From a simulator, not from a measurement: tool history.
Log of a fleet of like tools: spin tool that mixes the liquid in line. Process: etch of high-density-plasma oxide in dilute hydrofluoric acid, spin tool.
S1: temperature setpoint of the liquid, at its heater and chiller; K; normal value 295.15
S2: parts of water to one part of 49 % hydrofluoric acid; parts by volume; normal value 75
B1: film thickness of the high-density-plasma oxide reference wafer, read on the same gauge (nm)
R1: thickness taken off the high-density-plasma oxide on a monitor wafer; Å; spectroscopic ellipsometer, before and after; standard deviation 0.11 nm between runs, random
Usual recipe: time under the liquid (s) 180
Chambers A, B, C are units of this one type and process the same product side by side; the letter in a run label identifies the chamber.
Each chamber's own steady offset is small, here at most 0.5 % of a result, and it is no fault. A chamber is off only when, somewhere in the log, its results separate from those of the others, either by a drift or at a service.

run 1A day=0.204 | S1=295.15 S2=75 time_under_the_liquid_(s)=180 | B1=110.02 | R1=196.25
run 2B day=0.296 | S1=295.15 S2=75 time_under_the_liquid_(s)=180 | B1=110.00 | R1=193.02
run 3C day=0.438 | S1=295.15 S2=75 time_under_the_liquid_(s)=180 | B1=109.97 | R1=196.30
run 4B day=0.633 | S1=295.15 S2=75 time_under_the_liquid_(s)=180 | B1=110.02 | R1=193.92
run 5A day=0.842 | S1=295.15 S2=75 time_under_the_liquid_(s)=180 | B1=109.99 | R1=195.03
run 6C day=0.979 | S1=295.15 S2=75 time_under_the_liquid_(s)=180 | B1=110.00 | R1=193.17
run 7A day=1.100 | S1=295.15 S2=75 time_under_the_liquid_(s)=180 | B1=110.03 | R1=194.43
run 8B day=1.217 | S1=295.15 S2=75 time_under_the_liquid_(s)=180 | B1=110.00 | R1=194.86
run 9C day=1.383 | S1=295.15 S2=75 time_under_the_liquid_(s)=180 | B1=110.00 | R1=191.01
run 10B day=1.538 | S1=295.15 S2=75 time_under_the_liquid_(s)=180 | B1=109.98 | R1=191.82
run 11C day=1.725 | S1=295.15 S2=75 time_under_the_liquid_(s)=180 | B1=110.04 | R1=190.37
run 12A day=1.921 | S1=295.15 S2=75 time_under_the_liquid_(s)=180 | B1=110.00 | R1=195.95
run 13A day=2.079 | S1=295.15 S2=75 time_under_the_liquid_(s)=180 | B1=109.99 | R1=194.50
run 14B day=2.221 | S1=295.15 S2=75 time_under_the_liquid_(s)=180 | B1=110.00 | R1=194.55
run 15C day=2.417 | S1=295.15 S2=75 time_under_the_liquid_(s)=125 | B1=110.01 | R1=129.09
-- day=2.446 chamber A: hydrofluoric acid flow meter replaced
run 16C day=2.604 | S1=295.15 S2=75 time_under_the_liquid_(s)=125 | B1=109.99 | R1=129.85
run 17A day=2.721 | S1=295.15 S2=75 time_under_the_liquid_(s)=125 | B1=110.00 | R1=134.65
run 18B day=2.829 | S1=295.15 S2=75 time_under_the_liquid_(s)=180 | B1=110.00 | R1=194.35
run 19B day=3.021 | S1=295.15 S2=75 time_under_the_liquid_(s)=180 | B1=110.01 | R1=195.58
run 20A day=3.179 | S1=295.15 S2=75 time_under_the_liquid_(s)=100 | B1=109.99 | R1=108.42
run 21C day=3.279 | S1=295.15 S2=75 time_under_the_liquid_(s)=100 | B1=110.04 | R1=101.32

What goes on in this fleet: one chamber off, a drifting gauge, or nothing beyond the chambers' own small offsets? Name the chamber and the cause, if any.

Chamber C drifts away from the others.
Likeliest cause: hydrofluoric acid flow below the setpoint (%) = 5.65.
With only this log, it may be confused with: liquid colder than its thermometer reads (K).

Below are 4 candidate recipes for chamber C's next run, each the usual settings with a change, their results shown as question marks. Which of them brings C's results back in line with what the other chambers give on the usual settings?
Allowed miss from the other chambers' usual-settings mean, per result, to count as in line: R1 3.70 Å
run 22C-1 day=3.429 | S1=292.65 S2=75 time_under_the_liquid_(s)=180 | R1=?
run 22C-2 day=3.429 | S1=295.15 S2=75 time_under_the_liquid_(s)=170 | R1=?
run 22C-3 day=3.429 | S1=296.65 S2=75 time_under_the_liquid_(s)=180 | R1=?
run 22C-4 day=3.429 | S1=295.15 S2=75 time_under_the_liquid_(s)=200 | R1=?

The other chambers' mean on the usual settings: R1 194.66 Å
run=22C-1 R1=165.92
run=22C-2 R1=173.48
run=22C-3 R1=195.08
run=22C-4 R1=204.10
The right change is 22C-3: it brings the chamber back within the allowed miss of the others.
